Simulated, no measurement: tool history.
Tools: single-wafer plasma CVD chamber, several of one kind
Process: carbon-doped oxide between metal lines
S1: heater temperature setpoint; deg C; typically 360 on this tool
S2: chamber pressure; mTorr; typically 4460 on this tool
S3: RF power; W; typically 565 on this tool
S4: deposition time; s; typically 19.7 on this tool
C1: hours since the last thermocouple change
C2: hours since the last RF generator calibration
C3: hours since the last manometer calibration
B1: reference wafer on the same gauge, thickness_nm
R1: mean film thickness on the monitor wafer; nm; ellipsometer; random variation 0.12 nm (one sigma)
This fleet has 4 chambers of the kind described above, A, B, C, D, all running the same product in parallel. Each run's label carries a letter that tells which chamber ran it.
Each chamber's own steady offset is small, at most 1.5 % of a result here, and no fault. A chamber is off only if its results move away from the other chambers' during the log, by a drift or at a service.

run	hour	S1	S2	S3	S4	C1	C2	C3	B1	R1
1C	10.2	360	4460	565	19.7	470.4	360.3	835.4	110.02	104.200
2D	17.2	360	4460	565	19.7	384.6	154.8	149.5	110.04	103.490
3A	23.7	360	4460	565	19.7	1469.1	582.0	1127.2	110.04	104.660
4B	30.5	360	4460	565	19.7	1547.0	101.3	1226.6	110.04	105.110
5A	40.2	360	5210	565	19.7	1485.6	598.5	1143.7	110.05	106.880
6C	46.1	360	5210	565	19.7	506.3	396.2	871.3	110.09	106.780
7D	54.7	360	5210	565	19.7	422.1	192.3	187.0	110.10	105.810
8B	59.6	360	5210	565	19.7	1576.1	130.4	1255.7	110.08	107.530
9C	66.7	360	4460	565	19.7	526.9	416.8	891.9	110.11	104.570
10B	74.1	360	4460	565	19.7	1590.6	144.9	1270.2	110.14	105.230
11A	81.5	360	4460	565	19.7	1526.9	639.8	1185.0	110.13	105.100
12D	91.0	360	4460	565	19.7	458.4	228.6	223.3	110.16	103.530
13D	101.6	360	4460	565	19.7	469.0	239.2	233.9	110.19	103.630
14C	107.0	360	4460	565	19.7	567.2	457.1	932.2	110.19	104.730
15B	116.6	360	4460	565	19.7	1633.1	187.4	1312.7	110.20	105.390
16A	122.5	360	4460	565	19.7	1567.9	680.8	1226.0	110.17	104.940
17C	127.5	360	4460	565	19.7	587.7	477.6	952.7	110.20	104.590
18A	134.2	360	4460	565	19.7	1579.6	692.5	1237.7	110.20	104.870
19B	140.1	360	4460	565	19.7	1656.6	210.9	1336.2	110.22	105.220
20D	150.3	360	4460	565	19.7	517.7	287.9	282.6	110.22	103.690
21D	160.5	360	5520	565	16.8	527.9	298.1	292.8	110.28	91.320
22B	165.9	360	5520	565	16.8	1682.4	236.7	1362.0	110.26	92.960
23A	171.1	360	5520	565	16.8	1616.5	729.4	1274.6	110.26	92.584
24C	178.5	360	5520	565	16.8	638.7	528.6	1003.7	110.26	92.343
25D	183.3	360	4460	565	19.7	550.7	320.9	315.6	110.28	103.590
26A	194.1	360	4460	565	19.7	1639.5	752.4	1297.6	110.30	104.850
27B	204.0	360	4460	565	19.7	1720.5	274.8	1400.1	110.33	105.480
28C	213.2	360	4460	565	19.7	673.4	563.3	1038.4	110.30	104.770
29B	220.8	369	3430	565	19.7	1737.3	291.6	1416.9	110.35	99.992
30D	228.0	369	3430	565	19.7	595.4	365.6	360.3	110.34	98.452
31C	236.4	369	3430	565	19.7	696.6	586.5	1061.6	110.40	99.423
32A	241.6	369	3430	565	19.7	1687.0	799.9	1345.1	110.39	99.502
33C	248.3	360	4460	565	19.7	708.5	598.4	1073.5	110.42	104.740
34A	255.1	360	4460	565	19.7	1700.5	813.4	1358.6	110.36	105.200
35B	265.3	360	4460	565	19.7	1781.8	336.1	1461.4	110.43	105.630
36D	275.5	360	5020	565	19.7	642.9	413.1	407.8	110.45	105.460
37D	280.8	360	5020	565	19.7	648.2	418.4	413.1	110.45	105.590
38B	289.2	360	5020	565	19.7	1805.7	360.0	1485.3	110.44	107.310
39A	295.7	360	5020	565	19.7	1741.1	854.0	1399.2	110.45	106.730
40C	303.5	360	4460	565	19.7	763.7	653.6	1128.7	110.50	104.870
41B	311.0	352	4460	565	19.7	1827.5	381.8	1507.1	110.49	108.010
42A	321.5	352	4460	565	19.7	1766.9	879.8	1425.0	110.51	107.290
43C	327.4	352	4460	565	19.7	787.6	677.5	1152.6	110.50	107.470

Decide between three cases: one chamber stands off from its peers, the gauge reading all wafers drifts, or nothing is wrong past each chamber's small offset. Where a chamber is off, say which and what most likely put it there.

Every chamber seems to shift together because the gauge that measures them all drifts; the chambers themselves are fine.
Cause: gauge reads high (%) = 0.479.

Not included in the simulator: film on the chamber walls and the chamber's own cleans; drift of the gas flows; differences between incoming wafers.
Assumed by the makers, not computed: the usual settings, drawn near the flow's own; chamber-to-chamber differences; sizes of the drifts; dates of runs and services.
